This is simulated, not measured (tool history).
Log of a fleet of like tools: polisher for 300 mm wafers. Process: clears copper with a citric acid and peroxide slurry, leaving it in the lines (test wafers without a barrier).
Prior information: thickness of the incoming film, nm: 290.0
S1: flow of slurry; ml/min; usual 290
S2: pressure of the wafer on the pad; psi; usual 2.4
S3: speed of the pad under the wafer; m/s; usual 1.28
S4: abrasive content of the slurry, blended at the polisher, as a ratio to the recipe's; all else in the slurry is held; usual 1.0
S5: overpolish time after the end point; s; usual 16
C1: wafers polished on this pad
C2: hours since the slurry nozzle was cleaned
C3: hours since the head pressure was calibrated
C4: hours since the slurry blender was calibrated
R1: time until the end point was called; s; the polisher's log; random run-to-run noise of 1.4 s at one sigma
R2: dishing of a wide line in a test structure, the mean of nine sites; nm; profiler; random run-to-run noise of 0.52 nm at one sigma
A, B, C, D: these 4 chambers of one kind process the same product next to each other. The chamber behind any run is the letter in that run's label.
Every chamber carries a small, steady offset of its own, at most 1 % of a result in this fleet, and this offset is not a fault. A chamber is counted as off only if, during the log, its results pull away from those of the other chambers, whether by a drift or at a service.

| run | hour | S1 | S2 | S3 | S4 | S5 | C1 | C2 | C3 | C4 | R1 | R2 |
|---|---|---|---|---|---|---|---|---|---|---|---|---|
| 1C | 4.7 | 290 | 2.4 | 1.28 | 1.0 | 16 | 882 | 108.5 | 164.9 | 162.8 | 147.61 | 23.092 |
|  | 8.2 | chamber D: worn pad replaced by a new one |
| 2B | 11.5 | 290 | 2.4 | 1.28 | 1.0 | 16 | 556 | 144.9 | 171.2 | 303.5 | 144.17 | 22.680 |
|  | 19.3 | chamber B: worn pad replaced by a new one |
| 3A | 19.6 | 290 | 2.4 | 1.28 | 1.0 | 16 | 898 | 290.1 | 977.4 | 38.0 | 147.57 | 24.188 |
| 4D | 25.4 | 290 | 2.4 | 1.28 | 1.0 | 16 | 159 | 124.7 | 234.5 | 41.3 | 145.85 | 22.864 |
| 5A | 33.7 | 290 | 2.4 | 1.28 | 1.0 | 16 | 1029 | 304.2 | 991.5 | 52.1 | 144.01 | 22.359 |
|  | 40.0 | chamber C: worn pad replaced by a new one |
| 6B | 40.9 | 290 | 2.4 | 1.28 | 1.0 | 16 | 200 | 174.3 | 200.6 | 332.9 | 144.97 | 21.780 |
| 7C | 50.2 | 290 | 2.4 | 1.28 | 1.0 | 16 | 94 | 154.0 | 210.4 | 208.3 | 146.13 | 22.245 |
| 8D | 56.9 | 290 | 2.4 | 1.28 | 1.0 | 16 | 450 | 156.2 | 266.0 | 72.8 | 145.72 | 21.888 |
| 9D | 66.4 | 290 | 2.4 | 1.28 | 1.0 | 16 | 538 | 165.7 | 275.5 | 82.3 | 144.22 | 22.523 |
|  | 68.5 | chamber B: slurry blender recalibrated |
| 10B | 75.9 | 290 | 2.4 | 1.28 | 1.0 | 16 | 523 | 209.3 | 235.6 | 7.4 | 145.32 | 23.462 |
|  | 81.2 | chamber B: worn pad replaced by a new one |
|  | 81.7 | chamber A: worn pad replaced by a new one |
| 11A | 84.1 | 290 | 2.4 | 1.28 | 1.0 | 16 | 22 | 354.6 | 1041.9 | 102.5 | 145.10 | 23.195 |
| 12C | 93.2 | 290 | 2.4 | 0.96 | 0.7 | 16 | 491 | 197.0 | 253.4 | 251.3 | 208.88 | 16.666 |
| 13B | 100.9 | 290 | 2.4 | 0.96 | 0.7 | 16 | 182 | 234.3 | 260.6 | 32.4 | 210.96 | 16.377 |
| 14D | 107.1 | 290 | 2.4 | 0.96 | 0.7 | 16 | 914 | 206.4 | 316.2 | 123.0 | 209.32 | 16.841 |
| 15C | 116.2 | 290 | 2.4 | 0.96 | 0.7 | 16 | 704 | 220.0 | 276.4 | 274.3 | 204.27 | 16.673 |
|  | 123.1 | chamber D: worn pad replaced by a new one |
| 16A | 125.4 | 290 | 2.4 | 1.28 | 1.0 | 16 | 404 | 395.9 | 1083.2 | 143.8 | 144.45 | 22.942 |
| 17D | 130.6 | 290 | 2.4 | 1.28 | 1.2 | 16 | 69 | 229.9 | 339.7 | 146.5 | 141.03 | 25.025 |
| 18A | 135.3 | 290 | 2.4 | 1.28 | 1.2 | 16 | 495 | 405.8 | 1093.1 | 153.7 | 141.17 | 23.401 |
|  | 140.3 | chamber B: worn pad replaced by a new one |
|  | 141.0 | chamber A: slurry blender recalibrated |
| 19B | 143.0 | 290 | 2.4 | 1.28 | 1.2 | 16 | 25 | 276.4 | 302.7 | 74.5 | 140.68 | 22.773 |
| 20C | 151.6 | 290 | 2.4 | 1.28 | 1.2 | 16 | 1031 | 255.4 | 311.8 | 309.7 | 141.51 | 23.418 |
| 21D | 160.1 | 290 | 2.4 | 1.28 | 1.0 | 16 | 342 | 259.4 | 369.2 | 176.0 | 145.72 | 23.088 |
|  | 160.7 | chamber A: head pressure recalibrated |
| 22C | 167.2 | 290 | 2.4 | 1.28 | 1.0 | 16 | 1175 | 271.0 | 327.4 | 325.3 | 143.63 | 22.373 |
| 23B | 172.3 | 290 | 2.4 | 1.28 | 1.0 | 16 | 296 | 305.7 | 332.0 | 103.8 | 147.57 | 22.634 |
| 24A | 177.3 | 290 | 2.4 | 1.28 | 1.0 | 16 | 883 | 447.8 | 16.7 | 36.3 | 161.75 | 20.859 |
| 25C | 187.3 | 290 | 2.4 | 1.28 | 1.0 | 16 | 1361 | 291.1 | 347.5 | 345.4 | 144.58 | 23.095 |
|  | 196.5 | chamber C: worn pad replaced by a new one |
| 26B | 196.8 | 290 | 2.4 | 1.28 | 1.0 | 16 | 522 | 330.2 | 356.5 | 128.3 | 145.78 | 22.151 |
|  | 198.7 | chamber B: worn pad replaced by a new one |
| 27A | 206.0 | 290 | 2.4 | 1.28 | 1.0 | 16 | 1149 | 476.5 | 45.4 | 65.0 | 156.74 | 21.643 |
| 28D | 212.1 | 290 | 2.4 | 1.28 | 1.0 | 16 | 822 | 311.4 | 421.2 | 228.0 | 144.15 | 23.695 |
| 29A | 218.2 | 290 | 2.4 | 1.28 | 1.0 | 16 | 1261 | 488.7 | 57.6 | 77.2 | 158.07 | 20.793 |
|  | 220.2 | chamber A: worn pad replaced by a new one |
| 30B | 228.1 | 290 | 2.4 | 1.28 | 1.0 | 7 | 271 | 361.5 | 387.8 | 159.6 | 147.69 | 10.378 |
| 31D | 238.1 | 290 | 2.4 | 1.28 | 1.0 | 7 | 1063 | 337.4 | 447.2 | 254.0 | 143.43 | 10.246 |
|  | 243.3 | chamber D: worn pad replaced by a new one |
| 32C | 244.6 | 290 | 2.4 | 1.28 | 1.0 | 7 | 444 | 348.4 | 404.8 | 402.7 | 145.69 | 11.240 |
| 33B | 254.3 | 290 | 2.4 | 1.28 | 1.0 | 7 | 514 | 387.7 | 414.0 | 185.8 | 147.55 | 10.722 |
|  | 256.6 | chamber B: worn pad replaced by a new one |
| 34D | 258.8 | 290 | 2.4 | 1.28 | 1.0 | 16 | 144 | 358.1 | 467.9 | 274.7 | 145.07 | 22.398 |
| 35C | 268.2 | 290 | 2.4 | 1.28 | 1.0 | 16 | 662 | 372.0 | 428.4 | 426.3 | 147.03 | 23.202 |
|  | 269.7 | chamber B: slurry nozzle cleaned |
| 36A | 275.7 | 290 | 2.4 | 1.28 | 1.0 | 20 | 513 | 546.2 | 115.1 | 134.7 | 158.73 | 25.965 |
|  | 279.2 | chamber A: slurry blender recalibrated |
|  | 281.5 | chamber A: slurry nozzle cleaned |
| 37A | 284.7 | 290 | 2.4 | 1.28 | 1.0 | 20 | 596 | 3.3 | 124.1 | 5.5 | 159.91 | 26.535 |
| 38D | 292.6 | 290 | 2.4 | 1.28 | 1.0 | 20 | 456 | 391.9 | 501.7 | 308.5 | 147.99 | 26.397 |
| 39B | 298.5 | 290 | 2.4 | 1.28 | 1.0 | 20 | 387 | 28.9 | 458.2 | 230.0 | 146.22 | 26.684 |

One chamber off, gauge drift, or nothing amiss beyond the chambers' own small offsets? If it is a chamber, which one, and what is the likeliest cause?

Chamber A came out of a service off from its peers and stayed that way.
What lies behind it: head's pressure below its setpoint, % = 8.16.

Which of the 4 candidates below, each the usual settings with something changed and its results left as question marks, puts chamber A back in line with what the other chambers give on the usual settings?
To be in line, a result may differ from the other chambers' mean on the usual settings by at most: R1 5.00 s; R2 1.800 nm
| 40A-1 | 305.7 | 290 | 2.5 | 1.34 | 1.0 | 16 |  |  |  |  | ? | ? |
| 40A-2 | 305.7 | 290 | 2.4 | 1.26 | 1.0 | 16 |  |  |  |  | ? | ? |
| 40A-3 | 305.7 | 290 | 2.4 | 1.30 | 1.0 | 16 |  |  |  |  | ? | ? |
| 40A-4 | 305.7 | 290 | 2.3 | 1.22 | 1.0 | 16 |  |  |  |  | ? | ? |

Mean of the other chambers on the usual settings: R1 146.14 s; R2 22.762 nm
| run | R1 | R2 |
|---|---|---|
| 40A-1 | 145.60 | 23.079 |
| 40A-2 | 160.87 | 21.079 |
| 40A-3 | 156.09 | 21.654 |
| 40A-4 | 173.06 | 19.707 |
With 40A-1, the chamber falls back in line with the rest.
